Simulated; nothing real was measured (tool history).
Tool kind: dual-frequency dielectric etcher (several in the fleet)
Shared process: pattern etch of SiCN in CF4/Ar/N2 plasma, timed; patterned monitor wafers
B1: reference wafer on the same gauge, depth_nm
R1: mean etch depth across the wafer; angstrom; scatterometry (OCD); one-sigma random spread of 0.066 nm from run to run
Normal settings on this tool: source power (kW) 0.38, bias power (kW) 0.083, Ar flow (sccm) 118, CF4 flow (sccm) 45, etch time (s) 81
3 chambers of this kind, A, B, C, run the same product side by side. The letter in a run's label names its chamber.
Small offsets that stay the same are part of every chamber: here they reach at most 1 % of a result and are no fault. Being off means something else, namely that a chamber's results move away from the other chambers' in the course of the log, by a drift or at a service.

Run 1A, hour 6.8: usual settings; B1 68.7. Result: R1 581.68 angstrom.
At hour 17.3: chamber C: Ar flow controller replaced.
Run 2C, hour 17.4: usual settings; B1 68.692. Result: R1 581.67 angstrom.
Run 3B, hour 31.6: usual settings; B1 68.661. Result: R1 582.06 angstrom.
Run 4A, hour 43: usual settings; B1 68.648. Result: R1 581.53 angstrom.
Run 5B, hour 53: usual settings; B1 68.656. Result: R1 581.2 angstrom.
Run 6C, hour 65.4: usual settings but Ar flow (sccm) 146, CF4 flow (sccm) 35; B1 68.643. Result: R1 542.09 angstrom.
Run 7A, hour 75.8: usual settings but Ar flow (sccm) 146, CF4 flow (sccm) 35; B1 68.654. Result: R1 540.36 angstrom.
Run 8B, hour 85.1: usual settings but Ar flow (sccm) 146, CF4 flow (sccm) 35; B1 68.631. Result: R1 540.78 angstrom.
Run 9C, hour 94.1: usual settings; B1 68.631. Result: R1 581.76 angstrom.
Run 10B, hour 101.9: usual settings; B1 68.63. Result: R1 581.59 angstrom.
Run 11A, hour 115.9: usual settings but source power (kW) 0.29, CF4 flow (sccm) 56; B1 68.6. Result: R1 474.63 angstrom.
Run 12C, hour 125.1: usual settings but source power (kW) 0.29, CF4 flow (sccm) 56; B1 68.59. Result: R1 474.35 angstrom.
At hour 127.7: chamber A: wet clean of the chamber.
Run 13A, hour 134.7: usual settings but source power (kW) 0.29, CF4 flow (sccm) 56; B1 68.577. Result: R1 473.69 angstrom.
Run 14B, hour 143: usual settings; B1 68.587. Result: R1 581.45 angstrom.
Run 15C, hour 155.7: usual settings but Ar flow (sccm) 102, CF4 flow (sccm) 54; B1 68.575. Result: R1 610.11 angstrom.
Run 16C, hour 166.6: usual settings but Ar flow (sccm) 102, CF4 flow (sccm) 54; B1 68.567. Result: R1 610.99 angstrom.
Run 17A, hour 179.4: usual settings but Ar flow (sccm) 102, CF4 flow (sccm) 54; B1 68.573. Result: R1 609.46 angstrom.
Run 18B, hour 189.5: usual settings but etch time (s) 69.5; B1 68.538. Result: R1 498.9 angstrom.
Run 19B, hour 198.1: usual settings but etch time (s) 69.5; B1 68.535. Result: R1 498.49 angstrom.
Run 20C, hour 211.3: usual settings but etch time (s) 69.5; B1 68.53. Result: R1 497.3 angstrom.
Run 21A, hour 223.6: usual settings; B1 68.518. Result: R1 580.21 angstrom.
Run 22C, hour 230.1: usual settings; B1 68.504. Result: R1 581.47 angstrom.
At hour 236.5: chamber B: wet clean of the chamber.
Run 23B, hour 237.6: usual settings but etch time (s) 91.5; B1 68.498. Result: R1 656.26 angstrom.
Run 24A, hour 247.1: usual settings but etch time (s) 91.5; B1 68.499. Result: R1 656.19 angstrom.
Run 25C, hour 259.6: usual settings but etch time (s) 91.5; B1 68.489. Result: R1 655.65 angstrom.
Run 26B, hour 274: usual settings; B1 68.485. Result: R1 580.14 angstrom.
Run 27A, hour 281.2: usual settings; B1 68.468. Result: R1 580.22 angstrom.
Run 28C, hour 295.5: usual settings; B1 68.457. Result: R1 580.53 angstrom.
Run 29B, hour 304.6: usual settings but CF4 flow (sccm) 55; B1 68.464. Result: R1 598.59 angstrom.
At hour 309.4: chamber C: wet clean of the chamber.
Run 30A, hour 315.6: usual settings but CF4 flow (sccm) 55; B1 68.436. Result: R1 597.2 angstrom.
Run 31A, hour 323.3: usual settings but CF4 flow (sccm) 55; B1 68.451. Result: R1 597.46 angstrom.
Run 32C, hour 332.8: usual settings; B1 68.44. Result: R1 578.85 angstrom.
Run 33B, hour 341.2: usual settings; B1 68.431. Result: R1 578.02 angstrom.
At hour 347.1: chamber B: source power generator calibrated.
Run 34A, hour 355.1: usual settings; B1 68.403. Result: R1 580.06 angstrom.
Run 35C, hour 364.1: usual settings; B1 68.407. Result: R1 578.99 angstrom.
Run 36B, hour 371.6: usual settings but bias power (kW) 0.093, etch time (s) 68; B1 68.386. Result: R1 508.53 angstrom.
Run 37B, hour 382.8: usual settings but bias power (kW) 0.093, etch time (s) 68; B1 68.398. Result: R1 508.85 angstrom.

Decide between three cases: one chamber stands off from its peers, the gauge reading all wafers drifts, or nothing is wrong past each chamber's small offset. Where a chamber is off, say which and what most likely put it there.

None of the chambers is off. What moves is the gauge, dragging all their readings along together.
What lies behind it: gauge reads low (%) = 0.467.
